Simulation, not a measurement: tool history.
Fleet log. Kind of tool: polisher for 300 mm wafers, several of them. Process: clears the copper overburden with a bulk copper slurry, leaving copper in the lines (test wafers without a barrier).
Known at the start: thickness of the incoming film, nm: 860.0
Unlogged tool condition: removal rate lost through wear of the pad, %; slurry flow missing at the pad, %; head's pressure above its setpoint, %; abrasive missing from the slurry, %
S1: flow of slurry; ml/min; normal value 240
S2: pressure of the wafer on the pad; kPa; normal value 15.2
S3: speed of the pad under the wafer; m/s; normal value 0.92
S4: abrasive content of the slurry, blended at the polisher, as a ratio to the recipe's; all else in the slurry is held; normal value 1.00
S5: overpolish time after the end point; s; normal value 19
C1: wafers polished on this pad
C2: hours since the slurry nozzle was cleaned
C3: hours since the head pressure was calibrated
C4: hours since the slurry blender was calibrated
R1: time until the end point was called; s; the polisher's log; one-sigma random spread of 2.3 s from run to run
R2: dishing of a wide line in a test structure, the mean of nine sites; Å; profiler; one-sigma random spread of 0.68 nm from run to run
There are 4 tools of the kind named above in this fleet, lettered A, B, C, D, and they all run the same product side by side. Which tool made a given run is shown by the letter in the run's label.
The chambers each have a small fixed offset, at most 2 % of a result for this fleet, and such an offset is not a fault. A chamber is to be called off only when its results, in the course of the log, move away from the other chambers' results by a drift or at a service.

run    day   S1    S2    S3    S4  S5   C1     C2      C3     C4      R1      R2
 1C  0.238  240  15.2  0.92  1.00  19  318  212.2  1188.6  139.5  156.23  623.27
 2D  0.504  240  15.2  0.92  1.00  19  422  367.7   635.0   12.8  153.80  626.94
     0.592  -- chamber A: slurry blender recalibrated
 3B  0.808  240  15.2  0.92  1.00  19  149  369.9   205.9   68.4  160.87  629.77
 4A  1.121  240  15.2  0.92  1.00  19  323   84.6   148.5   12.7  158.45  626.44
 5A  1.279  240  15.2  0.92  1.00  19  342   88.4   152.3   16.5  163.00  633.23
 6B  1.517  240  15.2  0.92  1.00  19  235  386.9   222.9   85.4  161.88  619.98
     1.571  -- chamber C: head pressure recalibrated
 7C  1.829  240  15.2  0.92  1.00  19  511  250.4     6.3  177.7  160.84  628.19
     1.942  -- chamber B: slurry nozzle cleaned
     2.133  -- chamber D: worn pad replaced by a new one
 8D  2.146  240  15.2  0.92  1.00  19    1  407.1   674.4   52.2  154.82  621.05
     2.238  -- chamber C: slurry nozzle cleaned
 9A  2.304  240  15.2  0.92  1.00  19  467  113.0   176.9   41.1  158.66  622.13
10B  2.554  175  15.2  0.92  0.85  19  362   14.8   247.8  110.3  174.82  599.82
11D  2.812  175  15.2  0.92  0.85  19   82  423.1   690.4   68.2  166.12  585.77
12C  3.071  175  15.2  0.92  0.85  19  662   20.0    36.1  207.5  170.78  588.02
13C  3.392  175  15.2  0.92  0.85  19  701   27.7    43.8  215.2  171.62  592.46
14A  3.696  240  15.2  0.92  1.00  19  636  146.4   210.3   74.5  158.65  631.05
15B  3.975  240  15.2  0.92  1.00  19  535   48.9   281.9  144.4  159.18  623.53
     4.108  -- chamber C: slurry blender recalibrated
16D  4.288  240  15.2  0.92  1.00  19  262  458.5   725.8  103.6  158.24  617.86
     4.442  -- chamber A: worn pad replaced by a new one
17A  4.488  240  15.2  0.92  1.00  19    5  165.4   229.3   93.5  155.73  620.22
     4.571  -- chamber D: slurry blender recalibrated
18B  4.667  240  15.2  0.92  1.00  19  619   65.5   298.5  161.0  160.13  623.46
     4.762  -- chamber B: head pressure recalibrated
19D  4.825  240  15.2  0.92  1.00  19  327  471.4   738.7    6.2  151.93  611.60
20C  4.996  240  15.2  0.92  1.00  19  897   66.2    82.3   21.3  165.21  609.61
21B  5.312  240  15.2  0.92  1.00  19  697   81.0    13.2  176.5  157.76  638.51
22D  5.504  240  15.2  0.92  1.00  19  410  487.7   755.0   22.5  152.94  625.38
23C  5.646  240  15.2  0.92  1.00  19  976   81.8    97.9   36.9  173.10  603.32
24A  5.958  240  15.2  0.92  1.00  19  184  200.7   264.6  128.8  157.73  622.02
25A  6.133  240  15.2  0.92  1.00  19  205  204.9   268.8  133.0  156.48  629.34

Each of the 4 chambers runs these same settings next. Fill in every chamber's results:
26A  6.367  240  15.2  1.18  1.00  19                   ?   ?
26B  6.367  240  15.2  1.18  1.00  19                   ?   ?
26C  6.367  240  15.2  1.18  1.00  19                   ?   ?
26D  6.367  240  15.2  1.18  1.00  19                   ?   ?

run      R1      R2
26A  123.47  749.98
26B  122.51  738.03
26C  133.50  718.73
26D  120.52  732.08
